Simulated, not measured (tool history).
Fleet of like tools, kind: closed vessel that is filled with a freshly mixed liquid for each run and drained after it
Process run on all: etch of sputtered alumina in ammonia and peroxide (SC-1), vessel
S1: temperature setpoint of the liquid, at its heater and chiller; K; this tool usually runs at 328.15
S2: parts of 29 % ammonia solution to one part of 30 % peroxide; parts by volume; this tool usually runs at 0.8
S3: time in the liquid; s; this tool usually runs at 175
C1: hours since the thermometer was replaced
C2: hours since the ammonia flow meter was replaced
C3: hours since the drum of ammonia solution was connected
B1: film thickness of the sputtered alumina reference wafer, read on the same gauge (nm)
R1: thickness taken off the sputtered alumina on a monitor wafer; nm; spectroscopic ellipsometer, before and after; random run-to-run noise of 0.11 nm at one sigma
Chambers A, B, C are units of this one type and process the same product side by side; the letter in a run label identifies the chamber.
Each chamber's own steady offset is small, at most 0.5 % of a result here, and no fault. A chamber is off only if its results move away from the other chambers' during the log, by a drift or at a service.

| run | day | S1 | S2 | S3 | C1 | C2 | C3 | B1 | R1 |
|---|---|---|---|---|---|---|---|---|---|
| 1A | 0.242 | 328.15 | 0.8 | 175 | 1327.1 | 193.2 | 625.7 | 130.02 | 15.179 |
|  | 0.462 | chamber C: new drum of ammonia solution connected |
| 2C | 0.621 | 328.15 | 0.8 | 175 | 318.2 | 822.2 | 3.9 | 129.98 | 14.934 |
|  | 0.833 | chamber A: thermometer replaced |
| 3B | 1.112 | 328.15 | 0.8 | 175 | 964.1 | 1657 | 690.3 | 130.03 | 15.015 |
| 4B | 1.454 | 328.15 | 0.8 | 175 | 972.3 | 1665.2 | 698.5 | 130.02 | 14.861 |
| 5A | 1.888 | 328.15 | 0.8 | 175 | 25.3 | 232.7 | 665.2 | 129.97 | 15.039 |
| 6C | 2.171 | 328.15 | 0.8 | 260 | 355.4 | 859.4 | 41.1 | 129.98 | 22.159 |
| 7A | 2.438 | 328.15 | 0.8 | 260 | 38.5 | 245.9 | 678.4 | 129.98 | 22.079 |
| 8B | 2.792 | 328.15 | 0.8 | 260 | 1004.4 | 1697.3 | 730.6 | 130.01 | 22.497 |
| 9C | 3.196 | 328.15 | 0.8 | 175 | 380 | 884 | 65.7 | 130.02 | 14.944 |
| 10B | 3.479 | 328.15 | 0.8 | 175 | 1020.9 | 1713.8 | 747.1 | 130 | 14.95 |
| 11C | 3.733 | 324.15 | 0.8 | 115 | 392.9 | 896.9 | 78.6 | 130.02 | 7.8834 |
| 12A | 4.112 | 324.15 | 0.8 | 115 | 78.7 | 286.1 | 718.6 | 130 | 7.9427 |
| 13A | 4.567 | 324.15 | 0.8 | 115 | 89.6 | 297 | 729.5 | 129.97 | 7.8933 |
| 14C | 4.896 | 328.15 | 0.8 | 175 | 420.8 | 924.8 | 106.5 | 130 | 15.023 |
| 15B | 5.354 | 328.15 | 0.8 | 175 | 1065.9 | 1758.8 | 792.1 | 130.02 | 15.29 |
| 16B | 5.65 | 328.15 | 0.8 | 175 | 1073 | 1765.9 | 799.2 | 130.01 | 15.218 |
| 17C | 6.142 | 328.15 | 0.5 | 175 | 450.7 | 954.7 | 136.4 | 130 | 14.31 |
| 18A | 6.417 | 328.15 | 0.5 | 175 | 134 | 341.4 | 773.9 | 129.99 | 14.483 |
| 19C | 6.729 | 328.15 | 0.5 | 175 | 464.8 | 968.8 | 150.5 | 130.03 | 14.252 |
| 20B | 7.133 | 328.15 | 0.8 | 175 | 1108.6 | 1801.5 | 834.8 | 129.95 | 15.608 |
|  | 7.517 | chamber B: new drum of ammonia solution connected |
| 21A | 7.675 | 328.15 | 0.8 | 175 | 164.2 | 371.6 | 804.1 | 130.01 | 14.92 |
| 22B | 7.921 | 328.15 | 0.8 | 175 | 1127.5 | 1820.4 | 9.7 | 129.98 | 15.574 |
|  | 8.062 | chamber C: thermometer replaced |
| 23A | 8.288 | 328.15 | 0.8 | 175 | 178.9 | 386.3 | 818.8 | 129.96 | 14.94 |
| 24C | 8.771 | 328.15 | 0.8 | 175 | 17 | 1017.8 | 199.5 | 130.04 | 14.936 |
| 25B | 9.067 | 323.15 | 0.95 | 175 | 1155 | 1847.9 | 37.2 | 129.99 | 12.168 |
| 26A | 9.438 | 323.15 | 0.95 | 175 | 206.5 | 413.9 | 846.4 | 129.98 | 11.657 |
| 27C | 9.829 | 323.15 | 0.95 | 175 | 42.4 | 1043.2 | 224.9 | 130 | 11.732 |
| 28C | 10.15 | 328.15 | 0.8 | 175 | 50.1 | 1050.9 | 232.6 | 130 | 14.964 |
| 29A | 10.571 | 328.15 | 0.65 | 115 | 233.7 | 441.1 | 873.6 | 129.96 | 9.6127 |
| 30B | 11.029 | 328.15 | 0.65 | 115 | 1202.1 | 1895 | 84.3 | 129.99 | 10.18 |
| 31A | 11.446 | 328.15 | 0.65 | 115 | 254.7 | 462.1 | 894.6 | 129.98 | 9.6522 |
| 32B | 11.942 | 328.15 | 0.8 | 175 | 1224 | 1916.9 | 106.2 | 130.01 | 16.04 |
| 33C | 12.338 | 328.15 | 0.8 | 175 | 102.6 | 1103.4 | 285.1 | 129.97 | 15.127 |
|  | 12.583 | chamber A: ammonia flow meter replaced |
| 34B | 12.846 | 328.15 | 0.8 | 175 | 1245.7 | 1938.6 | 127.9 | 130.02 | 15.985 |
| 35A | 13.192 | 328.15 | 0.8 | 175 | 296.6 | 14.6 | 936.5 | 130.03 | 14.869 |
| 36C | 13.496 | 328.15 | 0.8 | 175 | 130.4 | 1131.2 | 312.9 | 130 | 15.067 |
| 37C | 13.767 | 328.15 | 0.8 | 175 | 136.9 | 1137.7 | 319.4 | 130.04 | 14.999 |
| 38A | 14.196 | 328.15 | 0.8 | 220 | 320.7 | 38.7 | 960.6 | 130.02 | 18.94 |
|  | 14.438 | chamber A: new drum of ammonia solution connected |
| 39B | 14.567 | 328.15 | 0.8 | 220 | 1287 | 1979.9 | 169.2 | 129.99 | 20.392 |
| 40B | 15.083 | 328.15 | 0.8 | 220 | 1299.4 | 1992.3 | 181.6 | 129.99 | 20.373 |
| 41C | 15.433 | 328.15 | 0.8 | 175 | 176.9 | 1177.7 | 359.4 | 129.95 | 14.892 |
| 42A | 15.917 | 328.15 | 0.8 | 175 | 362 | 80 | 35.6 | 130.02 | 14.881 |

Is one chamber out of step, is the gauge drifting, or do the chambers differ by no more than their own small offsets? For an off chamber, give its letter and the likeliest cause.

Little by little, chamber B moves away from the other chambers.
Cause: liquid hotter than its thermometer reads (K) = 1.89.

Here are 4 candidates for chamber B's next run, each the usual settings with a change, their results left as question marks. Which one brings its results back in line with what the others give on the usual settings?
In line means no further than this from the other chambers' mean on the usual settings: R1 0.39 nm
| 43B-1 | 16.308 | 331.65 | 0.8 | 175 |  |  |  |  | ? |
| 43B-2 | 16.308 | 326.15 | 0.8 | 175 |  |  |  |  | ? |
| 43B-3 | 16.308 | 324.65 | 0.8 | 175 |  |  |  |  | ? |
| 43B-4 | 16.308 | 330.15 | 0.8 | 175 |  |  |  |  | ? |

Mean of the other chambers on the usual settings: R1 14.979 nm
| run | R1 |
|---|---|
| 43B-1 | 19.828 |
| 43B-2 | 14.928 |
| 43B-3 | 13.793 |
| 43B-4 | 18.373 |
Change 43B-2 lands the chamber within the allowed miss of the other chambers.
